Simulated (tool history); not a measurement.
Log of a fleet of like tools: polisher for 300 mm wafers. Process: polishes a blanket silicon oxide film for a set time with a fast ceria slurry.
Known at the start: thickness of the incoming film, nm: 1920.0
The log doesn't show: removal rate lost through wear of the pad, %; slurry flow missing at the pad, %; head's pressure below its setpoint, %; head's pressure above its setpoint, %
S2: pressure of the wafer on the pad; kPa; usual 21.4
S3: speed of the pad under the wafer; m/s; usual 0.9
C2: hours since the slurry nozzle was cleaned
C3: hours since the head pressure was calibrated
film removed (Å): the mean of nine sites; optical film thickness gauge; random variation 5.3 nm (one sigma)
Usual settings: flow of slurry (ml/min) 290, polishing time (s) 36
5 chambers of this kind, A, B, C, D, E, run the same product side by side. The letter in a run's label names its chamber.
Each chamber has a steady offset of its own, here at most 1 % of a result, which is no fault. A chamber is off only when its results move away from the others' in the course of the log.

{"run": "1D", "day": 0.462, "flow of slurry (ml/min)": 290, "S2": 21.4, "S3": 0.9, "polishing time (s)": 36, "wafers polished on this pad": 341, "C2": 652.4, "C3": 768.7, "film removed (Å)": 4559.3}
{"run": "2B", "day": 0.996, "flow of slurry (ml/min)": 290, "S2": 21.4, "S3": 0.9, "polishing time (s)": 36, "wafers polished on this pad": 527, "C2": 230.6, "C3": 539.9, "film removed (Å)": 4588.1}
{"run": "3A", "day": 1.304, "flow of slurry (ml/min)": 290, "S2": 21.4, "S3": 0.9, "polishing time (s)": 36, "wafers polished on this pad": 992, "C2": 588, "C3": 556.8, "film removed (Å)": 4668.8}
{"day": 1.317, "done": "chamber E: worn pad replaced by a new one"}
{"day": 1.412, "done": "chamber C: worn pad replaced by a new one"}
{"run": "4E", "day": 1.704, "flow of slurry (ml/min)": 290, "S2": 21.4, "S3": 0.9, "polishing time (s)": 36, "wafers polished on this pad": 114, "C2": 80.3, "C3": 516.6, "film removed (Å)": 4535}
{"day": 2.1, "done": "chamber D: slurry nozzle cleaned"}
{"day": 2.212, "done": "chamber A: worn pad replaced by a new one"}
{"run": "5C", "day": 2.233, "flow of slurry (ml/min)": 290, "S2": 21.4, "S3": 0.9, "polishing time (s)": 36, "wafers polished on this pad": 243, "C2": 84.1, "C3": 614.2, "film removed (Å)": 4472.3}
{"run": "6E", "day": 2.733, "flow of slurry (ml/min)": 290, "S2": 21.4, "S3": 0.9, "polishing time (s)": 36, "wafers polished on this pad": 419, "C2": 105, "C3": 541.3, "film removed (Å)": 4550}
{"run": "7B", "day": 3.046, "flow of slurry (ml/min)": 290, "S2": 21.4, "S3": 0.9, "polishing time (s)": 36, "wafers polished on this pad": 1134, "C2": 279.8, "C3": 589.1, "film removed (Å)": 4600}
{"day": 3.438, "done": "chamber B: slurry nozzle cleaned"}
{"run": "8C", "day": 3.492, "flow of slurry (ml/min)": 290, "S2": 21.4, "S3": 0.9, "polishing time (s)": 36, "wafers polished on this pad": 616, "C2": 114.3, "C3": 644.4, "film removed (Å)": 4494.1}
{"run": "9D", "day": 3.954, "flow of slurry (ml/min)": 290, "S2": 21.4, "S3": 0.9, "polishing time (s)": 36, "wafers polished on this pad": 1375, "C2": 44.6, "C3": 852.5, "film removed (Å)": 4563.7}
{"day": 4.333, "done": "chamber E: worn pad replaced by a new one"}
{"day": 4.404, "done": "chamber D: worn pad replaced by a new one"}
{"day": 4.471, "done": "chamber B: worn pad replaced by a new one"}
{"run": "10A", "day": 4.538, "flow of slurry (ml/min)": 205, "S2": 19.3, "S3": 0.9, "polishing time (s)": 36, "wafers polished on this pad": 689, "C2": 665.6, "C3": 634.4, "film removed (Å)": 3972.8}
{"day": 4.812, "done": "chamber C: worn pad replaced by a new one"}
{"run": "11B", "day": 4.871, "flow of slurry (ml/min)": 205, "S2": 19.3, "S3": 0.9, "polishing time (s)": 36, "wafers polished on this pad": 119, "C2": 34.4, "C3": 632.9, "film removed (Å)": 3995.4}
{"run": "12A", "day": 5.129, "flow of slurry (ml/min)": 205, "S2": 19.3, "S3": 0.9, "polishing time (s)": 36, "wafers polished on this pad": 864, "C2": 679.8, "C3": 648.6, "film removed (Å)": 3993.2}
{"run": "13C", "day": 5.617, "flow of slurry (ml/min)": 205, "S2": 19.3, "S3": 0.9, "polishing time (s)": 36, "wafers polished on this pad": 238, "C2": 165.3, "C3": 695.4, "film removed (Å)": 3986.2}
{"run": "14E", "day": 5.929, "flow of slurry (ml/min)": 205, "S2": 19.3, "S3": 0.9, "polishing time (s)": 36, "wafers polished on this pad": 473, "C2": 181.7, "C3": 618, "film removed (Å)": 3927.6}
{"day": 6.108, "done": "chamber A: worn pad replaced by a new one"}
{"run": "15D", "day": 6.308, "flow of slurry (ml/min)": 290, "S2": 21.4, "S3": 0.9, "polishing time (s)": 36, "wafers polished on this pad": 563, "C2": 101.1, "C3": 909, "film removed (Å)": 4521.2}
{"run": "16A", "day": 6.571, "flow of slurry (ml/min)": 250, "S2": 24.8, "S3": 0.9, "polishing time (s)": 36, "wafers polished on this pad": 137, "C2": 714.4, "C3": 683.2, "film removed (Å)": 5330.1}
{"run": "17E", "day": 6.925, "flow of slurry (ml/min)": 250, "S2": 24.8, "S3": 0.9, "polishing time (s)": 36, "wafers polished on this pad": 768, "C2": 205.6, "C3": 641.9, "film removed (Å)": 5180.9}
{"day": 7.175, "done": "chamber E: worn pad replaced by a new one"}
{"run": "18D", "day": 7.325, "flow of slurry (ml/min)": 250, "S2": 24.8, "S3": 0.9, "polishing time (s)": 36, "wafers polished on this pad": 864, "C2": 125.5, "C3": 933.4, "film removed (Å)": 5291.3}
{"day": 7.667, "done": "chamber C: worn pad replaced by a new one"}
{"day": 7.8, "done": "chamber A: head pressure recalibrated"}
{"run": "19C", "day": 7.875, "flow of slurry (ml/min)": 250, "S2": 24.8, "S3": 0.9, "polishing time (s)": 36, "wafers polished on this pad": 62, "C2": 219.5, "C3": 749.6, "film removed (Å)": 5126.2}
{"run": "20B", "day": 8.429, "flow of slurry (ml/min)": 250, "S2": 24.8, "S3": 0.9, "polishing time (s)": 36, "wafers polished on this pad": 1172, "C2": 119.8, "C3": 718.3, "film removed (Å)": 5269.7}
{"run": "21A", "day": 8.829, "flow of slurry (ml/min)": 290, "S2": 21.4, "S3": 0.9, "polishing time (s)": 36, "wafers polished on this pad": 806, "C2": 768.6, "C3": 24.8, "film removed (Å)": 4161.8}
{"day": 8.979, "done": "chamber E: slurry nozzle cleaned"}
{"day": 9.067, "done": "chamber B: worn pad replaced by a new one"}
{"day": 9.312, "done": "chamber A: slurry nozzle cleaned"}
{"run": "22C", "day": 9.329, "flow of slurry (ml/min)": 290, "S2": 21.4, "S3": 0.9, "polishing time (s)": 36, "wafers polished on this pad": 493, "C2": 254.4, "C3": 784.5, "film removed (Å)": 4463.4}
{"day": 9.462, "done": "chamber D: worn pad replaced by a new one"}
{"run": "23E", "day": 9.608, "flow of slurry (ml/min)": 290, "S2": 21.4, "S3": 0.9, "polishing time (s)": 36, "wafers polished on this pad": 720, "C2": 15.1, "C3": 706.3, "film removed (Å)": 4631.5}
{"run": "24B", "day": 9.883, "flow of slurry (ml/min)": 290, "S2": 21.4, "S3": 0.9, "polishing time (s)": 36, "wafers polished on this pad": 242, "C2": 154.7, "C3": 753.2, "film removed (Å)": 4549.8}
{"day": 9.892, "done": "chamber E: worn pad replaced by a new one"}
{"run": "25D", "day": 10.321, "flow of slurry (ml/min)": 290, "S2": 21.4, "S3": 0.9, "polishing time (s)": 36, "wafers polished on this pad": 254, "C2": 197.4, "C3": 1005.3, "film removed (Å)": 4552.8}
{"day": 10.467, "done": "chamber A: worn pad replaced by a new one"}
{"run": "26E", "day": 10.667, "flow of slurry (ml/min)": 290, "S2": 21.4, "S3": 0.9, "polishing time (s)": 36, "wafers polished on this pad": 230, "C2": 40.5, "C3": 731.7, "film removed (Å)": 4671.2}
{"day": 10.721, "done": "chamber C: worn pad replaced by a new one"}
{"run": "27A", "day": 11.029, "flow of slurry (ml/min)": 290, "S2": 25.5, "S3": 0.9, "polishing time (s)": 36, "wafers polished on this pad": 167, "C2": 41.3, "C3": 77.6, "film removed (Å)": 5112.3}
{"run": "28B", "day": 11.421, "flow of slurry (ml/min)": 290, "S2": 25.5, "S3": 0.9, "polishing time (s)": 36, "wafers polished on this pad": 697, "C2": 191.6, "C3": 790.1, "film removed (Å)": 5380.4}
{"run": "29D", "day": 12.0, "flow of slurry (ml/min)": 290, "S2": 25.5, "S3": 0.9, "polishing time (s)": 36, "wafers polished on this pad": 751, "C2": 237.7, "C3": 1045.6, "film removed (Å)": 5427.3}
{"run": "30C", "day": 12.312, "flow of slurry (ml/min)": 290, "S2": 25.5, "S3": 0.9, "polishing time (s)": 36, "wafers polished on this pad": 471, "C2": 326, "C3": 856.1, "film removed (Å)": 5296.4}
{"run": "31D", "day": 12.608, "flow of slurry (ml/min)": 290, "S2": 25.5, "S3": 0.9, "polishing time (s)": 36, "wafers polished on this pad": 931, "C2": 252.3, "C3": 1060.2, "film removed (Å)": 5282}
{"day": 12.921, "done": "chamber C: head pressure recalibrated"}
{"run": "32E", "day": 13.117, "flow of slurry (ml/min)": 290, "S2": 21.4, "S3": 0.9, "polishing time (s)": 36, "wafers polished on this pad": 955, "C2": 99.3, "C3": 790.5, "film removed (Å)": 4539.4}
{"run": "33C", "day": 13.512, "flow of slurry (ml/min)": 290, "S2": 21.4, "S3": 0.9, "polishing time (s)": 36, "wafers polished on this pad": 827, "C2": 354.8, "C3": 14.2, "film removed (Å)": 4437.6}
{"day": 13.696, "done": "chamber B: worn pad replaced by a new one"}
{"run": "34A", "day": 13.971, "flow of slurry (ml/min)": 290, "S2": 21.4, "S3": 0.9, "polishing time (s)": 36, "wafers polished on this pad": 1038, "C2": 111.9, "C3": 148.2, "film removed (Å)": 4206}
{"day": 14.079, "done": "chamber B: slurry nozzle cleaned"}
{"run": "35B", "day": 14.292, "flow of slurry (ml/min)": 290, "S2": 21.4, "S3": 0.9, "polishing time (s)": 36, "wafers polished on this pad": 176, "C2": 5.2, "C3": 859, "film removed (Å)": 4655.6}
{"day": 14.525, "done": "chamber A: worn pad replaced by a new one"}
{"run": "36B", "day": 14.842, "flow of slurry (ml/min)": 290, "S2": 21.4, "S3": 0.9, "polishing time (s)": 36, "wafers polished on this pad": 339, "C2": 18.4, "C3": 872.2, "film removed (Å)": 4586.3}
{"run": "37A", "day": 15.238, "flow of slurry (ml/min)": 290, "S2": 21.4, "S3": 0.9, "polishing time (s)": 36, "wafers polished on this pad": 211, "C2": 142.3, "C3": 178.6, "film removed (Å)": 4173.4}

All 5 chambers run these settings next. Forecast each chamber's results:
{"run": "38A", "day": 15.65, "flow of slurry (ml/min)": 290, "S2": 16.5, "S3": 0.9, "polishing time (s)": 36, "film removed (Å)": "?"}
{"run": "38B", "day": 15.65, "flow of slurry (ml/min)": 290, "S2": 16.5, "S3": 0.9, "polishing time (s)": 36, "film removed (Å)": "?"}
{"run": "38C", "day": 15.65, "flow of slurry (ml/min)": 290, "S2": 16.5, "S3": 0.9, "polishing time (s)": 36, "film removed (Å)": "?"}
{"run": "38D", "day": 15.65, "flow of slurry (ml/min)": 290, "S2": 16.5, "S3": 0.9, "polishing time (s)": 36, "film removed (Å)": "?"}
{"run": "38E", "day": 15.65, "flow of slurry (ml/min)": 290, "S2": 16.5, "S3": 0.9, "polishing time (s)": 36, "film removed (Å)": "?"}

run=38A film_removed_(Å)=3206.8
run=38B film_removed_(Å)=3548.3
run=38C film_removed_(Å)=3486.8
run=38D film_removed_(Å)=3572.1
run=38E film_removed_(Å)=3519.8
